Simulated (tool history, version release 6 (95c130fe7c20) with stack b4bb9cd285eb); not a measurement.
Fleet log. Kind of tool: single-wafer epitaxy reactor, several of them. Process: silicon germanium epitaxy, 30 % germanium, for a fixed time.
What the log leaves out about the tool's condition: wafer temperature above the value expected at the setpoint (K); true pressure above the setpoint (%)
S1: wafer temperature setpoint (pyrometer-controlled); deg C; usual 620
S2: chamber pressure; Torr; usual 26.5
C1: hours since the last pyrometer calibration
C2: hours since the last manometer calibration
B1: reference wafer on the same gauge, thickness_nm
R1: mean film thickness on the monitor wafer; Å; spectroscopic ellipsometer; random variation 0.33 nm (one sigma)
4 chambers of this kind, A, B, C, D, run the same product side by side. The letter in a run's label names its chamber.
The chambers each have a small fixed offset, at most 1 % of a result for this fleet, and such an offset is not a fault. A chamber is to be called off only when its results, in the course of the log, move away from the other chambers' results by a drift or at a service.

run,hour,S1,S2,C1,C2,B1,R1
1A,8.4,620,26.5,1087.3,519.8,97.307,950.07
2D,13.1,620,26.5,974.3,2853.9,97.356,935.49
3C,20.3,620,26.5,2102.6,1490.5,97.204,937.99
4B,28.2,620,26.5,1072.8,765,97.371,952.77
5D,33.3,620,26.5,994.5,2874.1,97.204,934.1
6B,39.8,620,26.5,1084.4,776.6,97.32,949.29
7A,48.7,620,26.5,1127.6,560.1,97.25,950.69
# hour 55.3: chamber D: capacitance manometer re-zeroed and calibrated
8C,57.9,620,26.5,2140.2,1528.1,97.311,936.21
9C,63.1,620,26.5,2145.4,1533.3,97.258,942.49
10D,71.5,620,26.5,1032.7,16.3,97.325,939.04
11A,78.9,620,26.5,1157.8,590.3,97.362,960.4
12B,86.1,620,26.5,1130.7,822.9,97.294,947.42
13C,90.7,620,26.5,2173,1560.9,97.258,940.34
14A,95.4,620,26.5,1174.3,606.8,97.257,961.02
15B,100.2,620,26.5,1144.8,837,97.332,949.15
16D,106.5,620,26.5,1067.7,51.3,97.286,937.22
17D,111.2,620,26.5,1072.4,56,97.286,936.5
18A,117.1,620,26.5,1196,628.5,97.283,961.98
19B,127.3,615,23.6,1171.9,864.1,97.384,829.07
20C,132.4,615,23.6,2214.7,1602.6,97.393,826.29
21D,138,615,23.6,1099.2,82.8,97.319,818.24
22C,145,615,23.6,2227.3,1615.2,97.293,819.73
23A,153.8,626,31.8,1232.7,665.2,97.351,1161.5
24B,158.6,626,31.8,1203.2,895.4,97.237,1130.8

One chamber off, gauge drift, or nothing amiss beyond the chambers' own small offsets? If it is a chamber, which one, and what is the likeliest cause?

Little by little, chamber A moves away from the other chambers.
What lies behind it: wafer temperature above the value expected at the setpoint (K) = 1.29.
It could be hard to tell apart here from: true pressure above the setpoint (%).

Here are 4 candidates for chamber A's next run, each the usual settings with a change, their results left as question marks. Which one brings its results back in line with what the others give on the usual settings?
In-line tolerance around the mean of the other chambers on the usual settings: R1 11 Å
25A-1,165.9,620,27.2,,,,?
25A-2,165.9,620,25.8,,,,?
25A-3,165.9,618,26.5,,,,?
25A-4,165.9,622,26.5,,,,?

The mean the other chambers reach with the usual settings: R1 942.85 Å
run,R1
25A-1,984.44
25A-2,963.88
25A-3,940.88
25A-4,1008.6
25A-3 brings the chamber back in line.

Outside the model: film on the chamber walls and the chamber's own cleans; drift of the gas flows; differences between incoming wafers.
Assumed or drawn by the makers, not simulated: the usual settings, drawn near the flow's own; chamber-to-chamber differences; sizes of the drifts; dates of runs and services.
